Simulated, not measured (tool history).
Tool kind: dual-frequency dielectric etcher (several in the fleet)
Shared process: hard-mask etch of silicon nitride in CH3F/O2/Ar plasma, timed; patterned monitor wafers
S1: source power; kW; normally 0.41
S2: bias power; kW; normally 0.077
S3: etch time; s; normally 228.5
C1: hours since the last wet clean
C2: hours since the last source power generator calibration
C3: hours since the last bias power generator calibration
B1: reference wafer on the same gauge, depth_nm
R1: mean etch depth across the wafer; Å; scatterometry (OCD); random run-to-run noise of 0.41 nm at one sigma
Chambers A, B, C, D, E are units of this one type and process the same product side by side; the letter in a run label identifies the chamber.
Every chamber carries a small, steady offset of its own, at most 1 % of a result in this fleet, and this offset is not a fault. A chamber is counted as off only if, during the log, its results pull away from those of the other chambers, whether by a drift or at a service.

Run 1B, day 0.104: usual settings; C1 267.3; C2 3368; C3 478; B1 191.02. Result: R1 1650.8 Å.
Run 2A, day 0.292: usual settings; C1 193.6; C2 2277.6; C3 89.6; B1 190.97. Result: R1 1658.1 Å.
Run 3D, day 0.504: usual settings; C1 572.8; C2 757.4; C3 2568.1; B1 190.87. Result: R1 1664.9 Å.
Run 4C, day 0.675: usual settings; C1 158.1; C2 2961.6; C3 2882.5; B1 190.94. Result: R1 1662.2 Å.
Run 5E, day 0.85: usual settings; C1 166.4; C2 105.6; C3 2821.8; B1 191.07. Result: R1 1664.5 Å.
Run 6E, day 0.967: usual settings; C1 169.2; C2 108.4; C3 2824.6; B1 191.07. Result: R1 1659.7 Å.
Run 7A, day 1.183: usual settings; C1 215; C2 2299; C3 111; B1 190.99. Result: R1 1651.6 Å.
Run 8B, day 1.35: usual settings; C1 297.2; C2 3397.9; C3 507.9; B1 191.05. Result: R1 1651.5 Å.
Run 9D, day 1.517: usual settings; C1 597.1; C2 781.7; C3 2592.4; B1 191.03. Result: R1 1662.4 Å.
Run 10C, day 1.688: usual settings; C1 182.4; C2 2985.9; C3 2906.8; B1 190.97. Result: R1 1662.9 Å.
Run 11E, day 1.862: usual settings; C1 190.7; C2 129.9; C3 2846.1; B1 190.9. Result: R1 1660.5 Å.
At day 2.058: chamber D: wet clean of the chamber.
Run 12D, day 2.088: usual settings; C1 0.7; C2 795.4; C3 2606.1; B1 191.02. Result: R1 1668.9 Å.
Run 13B, day 2.317: usual settings; C1 320.4; C2 3421.1; C3 531.1; B1 191.1. Result: R1 1647.5 Å.
Run 14A, day 2.421: usual settings; C1 244.7; C2 2328.7; C3 140.7; B1 191.08. Result: R1 1649.6 Å.
Run 15C, day 2.554: usual settings; C1 203.2; C2 3006.7; C3 2927.6; B1 191.02. Result: R1 1657.6 Å.
Run 16D, day 2.662: usual settings; C1 14.5; C2 809.2; C3 2619.9; B1 191.08. Result: R1 1659.7 Å.
Run 17A, day 2.883: usual settings; C1 255.8; C2 2339.8; C3 151.8; B1 190.99. Result: R1 1650.8 Å.
Run 18C, day 3.079: usual settings; C1 215.8; C2 3019.3; C3 2940.2; B1 190.92. Result: R1 1666.6 Å.
Run 19B, day 3.279: usual settings but S2 0.093 kW, S3 293.5 s; C1 343.5; C2 3444.2; C3 554.2; B1 191.07. Result: R1 2276.9 Å.
Run 20E, day 3.462: usual settings but S2 0.093 kW, S3 293.5 s; C1 229.1; C2 168.3; C3 2884.5; B1 190.99. Result: R1 2289.5 Å.
Run 21A, day 3.675: usual settings but S2 0.093 kW, S3 293.5 s; C1 274.8; C2 2358.8; C3 170.8; B1 190.94. Result: R1 2264.6 Å.
Run 22D, day 3.808: usual settings but S2 0.093 kW, S3 293.5 s; C1 42; C2 836.7; C3 2647.4; B1 191. Result: R1 2285.7 Å.
Run 23E, day 3.962: usual settings but S2 0.093 kW, S3 293.5 s; C1 241.1; C2 180.3; C3 2896.5; B1 190.97. Result: R1 2288.1 Å.
Run 24C, day 4.1: usual settings; C1 240.3; C2 3043.8; C3 2964.7; B1 190.93. Result: R1 1664.4 Å.
Run 25B, day 4.321: usual settings but S2 0.092 kW; C1 368.5; C2 3469.2; C3 579.2; B1 190.9. Result: R1 1759.7 Å.
Run 26E, day 4.454: usual settings but S2 0.092 kW; C1 252.9; C2 192.1; C3 2908.3; B1 190.85. Result: R1 1775.6 Å.
Run 27A, day 4.642: usual settings but S2 0.092 kW; C1 298; C2 2382; C3 194; B1 190.85. Result: R1 1763.2 Å.
Run 28D, day 4.804: usual settings but S2 0.092 kW; C1 65.9; C2 860.6; C3 2671.3; B1 190.94. Result: R1 1775.3 Å.
At day 4.983: chamber B: wet clean of the chamber.
Run 29C, day 5.033: usual settings but S2 0.092 kW; C1 262.7; C2 3066.2; C3 2987.1; B1 191.08. Result: R1 1777.7 Å.
Run 30B, day 5.25: usual settings; C1 6.5; C2 3491.5; C3 601.5; B1 191.01. Result: R1 1651.7 Å.
Run 31E, day 5.446: usual settings; C1 276.7; C2 215.9; C3 2932.1; B1 191.01. Result: R1 1665.9 Å.

Is one chamber off against the others, does the gauge drift, or is nothing wrong? If a chamber is off, say which, and what the likeliest cause is.

All chambers stay in line apart from their small fixed offsets, and the gauge does not drift.
